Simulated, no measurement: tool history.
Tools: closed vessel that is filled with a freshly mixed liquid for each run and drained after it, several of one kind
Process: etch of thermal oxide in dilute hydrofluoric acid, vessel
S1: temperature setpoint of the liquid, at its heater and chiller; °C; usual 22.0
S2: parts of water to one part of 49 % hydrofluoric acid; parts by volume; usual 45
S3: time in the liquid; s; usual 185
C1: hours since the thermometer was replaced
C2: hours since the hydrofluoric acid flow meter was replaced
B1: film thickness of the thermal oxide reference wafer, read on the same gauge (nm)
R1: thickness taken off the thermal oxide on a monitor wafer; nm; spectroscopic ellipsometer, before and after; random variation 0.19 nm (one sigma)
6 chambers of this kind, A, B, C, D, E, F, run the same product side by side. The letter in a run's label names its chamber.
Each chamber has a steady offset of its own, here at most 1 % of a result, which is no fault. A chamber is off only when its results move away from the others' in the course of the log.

run	hour	S1	S2	S3	C1	C2	B1	R1
1D	6.4	22.0	45	185	2084.5	256.2	109.97	18.481
2E	13.2	22.0	45	185	153.9	513.5	110.02	18.845
# hour 21.6: chamber D: thermometer replaced
3B	22.7	22.0	45	185	51.0	1015.8	110.01	18.849
4C	27.4	22.0	45	185	90.9	588.0	110.02	18.880
5A	33.9	22.0	45	185	739.2	741.6	109.99	18.829
6F	43.2	22.0	45	185	409.8	1368.0	110.01	18.823
7F	48.2	22.0	45	185	414.8	1373.0	110.00	18.995
8D	54.7	22.0	65	185	33.2	304.5	110.02	12.843
9E	59.4	22.0	65	185	200.1	559.7	109.97	12.761
10C	63.9	22.0	65	185	127.4	624.5	110.00	12.894
11B	74.0	22.0	65	185	102.3	1067.1	109.96	12.622
12A	79.9	22.0	65	185	785.2	787.6	110.05	12.877
13A	86.4	22.0	65	185	791.7	794.1	110.02	12.971
14F	92.8	24.5	45	185	459.4	1417.6	110.01	21.185
15E	102.7	24.5	45	185	243.4	603.0	110.01	21.181
16B	112.5	24.5	45	185	140.8	1105.6	110.05	21.236
# hour 116.8: chamber E: hydrofluoric acid flow meter replaced
17D	118.2	24.5	45	185	96.7	368.0	109.98	21.180
18C	126.1	24.5	45	185	189.6	686.7	109.98	21.059
19B	133.8	24.5	45	185	162.1	1126.9	110.03	20.653
20E	138.5	22.0	45	185	279.2	21.7	109.97	19.199
21C	146.3	22.0	45	185	209.8	706.9	110.02	19.027
22F	155.4	22.0	45	185	522.0	1480.2	110.04	18.551
23D	165.0	22.0	45	185	143.5	414.8	109.96	19.026
24A	173.9	22.0	45	185	879.2	881.6	109.98	18.536
25D	182.5	22.0	45	185	161.0	432.3	109.97	19.247
26C	188.6	22.0	45	185	252.1	749.2	110.06	19.002
27E	193.7	22.0	45	185	334.4	76.9	110.01	18.962
28F	199.9	22.0	45	185	566.5	1524.7	110.05	18.912
29A	204.5	22.0	45	185	909.8	912.2	109.96	18.228
30B	211.2	22.0	45	185	239.5	1204.3	110.00	18.896
31B	217.7	22.0	45	185	246.0	1210.8	109.99	19.078
32F	223.2	22.0	45	185	589.8	1548.0	109.98	18.511
33C	229.6	22.0	45	185	293.1	790.2	109.98	18.873
34A	236.8	22.0	45	185	942.1	944.5	110.05	18.127
35D	245.2	22.0	45	185	223.7	495.0	110.02	19.048
36E	250.6	22.0	45	185	391.3	133.8	110.04	18.961
37C	258.5	22.0	45	185	322.0	819.1	110.01	18.847
38F	263.6	22.0	45	185	630.2	1588.4	109.98	19.139
39D	268.6	22.0	45	185	247.1	518.4	109.98	18.982
40B	274.8	22.0	45	185	303.1	1267.9	110.03	19.206
41A	284.7	22.0	45	185	990.0	992.4	110.02	17.192

Next, every chamber runs the same settings. What will each give?
42A	291.9	22.0	45	150				?
42B	291.9	22.0	45	150				?
42C	291.9	22.0	45	150				?
42D	291.9	22.0	45	150				?
42E	291.9	22.0	45	150				?
42F	291.9	22.0	45	150				?

run	R1
42A	14.434
42B	15.611
42C	15.628
42D	15.145
42E	15.217
42F	15.385

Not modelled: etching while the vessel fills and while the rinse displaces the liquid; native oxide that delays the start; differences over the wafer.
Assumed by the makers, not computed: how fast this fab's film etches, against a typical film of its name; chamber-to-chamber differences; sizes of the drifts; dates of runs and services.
